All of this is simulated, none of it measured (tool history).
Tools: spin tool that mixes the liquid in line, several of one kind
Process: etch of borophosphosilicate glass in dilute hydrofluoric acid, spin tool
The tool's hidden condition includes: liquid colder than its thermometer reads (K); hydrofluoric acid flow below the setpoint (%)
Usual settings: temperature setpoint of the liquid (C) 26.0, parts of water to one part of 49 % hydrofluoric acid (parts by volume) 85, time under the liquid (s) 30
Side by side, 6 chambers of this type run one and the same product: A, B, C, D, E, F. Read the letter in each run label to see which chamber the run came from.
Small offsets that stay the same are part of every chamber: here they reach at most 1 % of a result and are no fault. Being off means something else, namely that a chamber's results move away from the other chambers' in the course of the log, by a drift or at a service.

run,hour,temperature setpoint of the liquid (C),parts of water to one part of 49 % hydrofluoric acid (parts by volume),time under the liquid (s),hours since the thermometer was replaced,hours since the hydrofluoric acid flow meter was replaced,"read-back film thickness of the borophosphosilicate glass reference wafer, read on the same gauge (nm)",thickness taken off the borophosphosilicate glass on a monitor wafer (nm)
1B,5.6,26.0,85,30,341.1,388.4,69.995,15.336
2E,12.9,26.0,85,30,2321.0,266.4,70.019,15.567
3A,17.4,26.0,85,30,428.4,115.4,70.015,15.692
4D,22.9,26.0,85,30,906.4,839.8,70.014,15.636
5F,30.4,24.5,70,30,749.5,1494.3,69.985,17.979
6C,36.6,24.5,70,30,1166.9,1793.6,70.029,18.066
7F,42.0,24.5,70,30,761.1,1505.9,69.989,18.033
8D,47.6,24.5,70,30,931.1,864.5,69.986,18.448
9B,54.2,24.5,70,30,389.7,437.0,70.027,17.998
10C,59.7,24.5,70,30,1190.0,1816.7,69.999,17.957
11A,63.2,26.0,85,20,474.2,161.2,69.991,10.326
12E,67.6,26.0,85,20,2375.7,321.1,70.001,10.476
13C,72.0,26.0,85,20,1202.3,1829.0,70.011,10.402
14B,77.6,26.0,85,20,413.1,460.4,70.003,10.408
15E,83.1,26.0,85,20,2391.2,336.6,69.996,10.370
16F,90.8,26.0,85,20,809.9,1554.7,69.975,10.334
17D,95.5,26.0,85,30,979.0,912.4,70.020,15.646
18A,101.8,26.0,85,30,512.8,199.8,69.987,15.661
19F,106.3,26.0,85,30,825.4,1570.2,70.043,15.499
20D,114.0,26.0,85,30,997.5,930.9,70.021,15.611
21A,121.5,26.0,85,30,532.5,219.5,69.984,15.395
22B,126.1,30.5,85,30,461.6,508.9,69.967,18.229
23C,133.1,30.5,85,30,1263.4,1890.1,70.006,18.409
24E,139.6,30.5,85,30,2447.7,393.1,69.993,18.540
25C,143.1,30.5,85,30,1273.4,1900.1,69.997,18.407
# hour 147.0: chamber B: thermometer replaced
26D,149.5,30.5,85,30,1033.0,966.4,69.971,18.729
27B,155.9,30.5,85,30,8.9,538.7,69.978,18.523
28F,159.9,26.0,85,30,879.0,1623.8,69.998,15.060
29A,166.2,24.5,85,30,577.2,264.2,69.981,14.728
30E,169.8,24.5,85,30,2477.9,423.3,69.997,14.715
31E,174.5,24.5,85,30,2482.6,428.0,69.998,14.828
# hour 175.9: chamber A: thermometer replaced
32D,179.1,24.5,85,30,1062.6,996.0,69.996,14.823
33F,186.6,24.5,85,30,905.7,1650.5,70.014,14.169
34B,192.4,24.5,85,30,45.4,575.2,69.987,14.705
35A,195.9,26.0,85,30,20.1,293.9,69.989,15.573
36C,202.7,26.0,85,30,1333.0,1959.7,70.016,15.603

Decide between three cases: one chamber stands off from its peers, the gauge reading all wafers drifts, or nothing is wrong past each chamber's small offset. Where a chamber is off, say which and what most likely put it there.

Little by little, chamber F moves away from the other chambers.
Most likely cause: liquid colder than its thermometer reads (K) = 1.21.
The log may not separate it from: hydrofluoric acid flow below the setpoint (%).

Below are 4 candidate recipes for chamber F's next run, each the usual settings with a change, their results shown as question marks. Which of them brings F's results back in line with what the other chambers give on the usual settings?
Maximum distance from the other chambers' mean on the usual settings for a result to count as in line: thickness taken off the borophosphosilicate glass on a monitor wafer (nm) 0.390
37F-1,208.3,27.5,85,30,,,,?
37F-2,208.3,23.5,85,30,,,,?
37F-3,208.3,24.5,85,30,,,,?
37F-4,208.3,28.5,85,30,,,,?

On the usual settings, the other chambers give on average: thickness taken off the borophosphosilicate glass on a monitor wafer (nm) 15.549
run,thickness taken off the borophosphosilicate glass on a monitor wafer (nm)
37F-1,15.684
37F-2,13.389
37F-3,13.937
37F-4,16.303
37F-1 is the one that brings the chamber's results back in line with the other chambers.
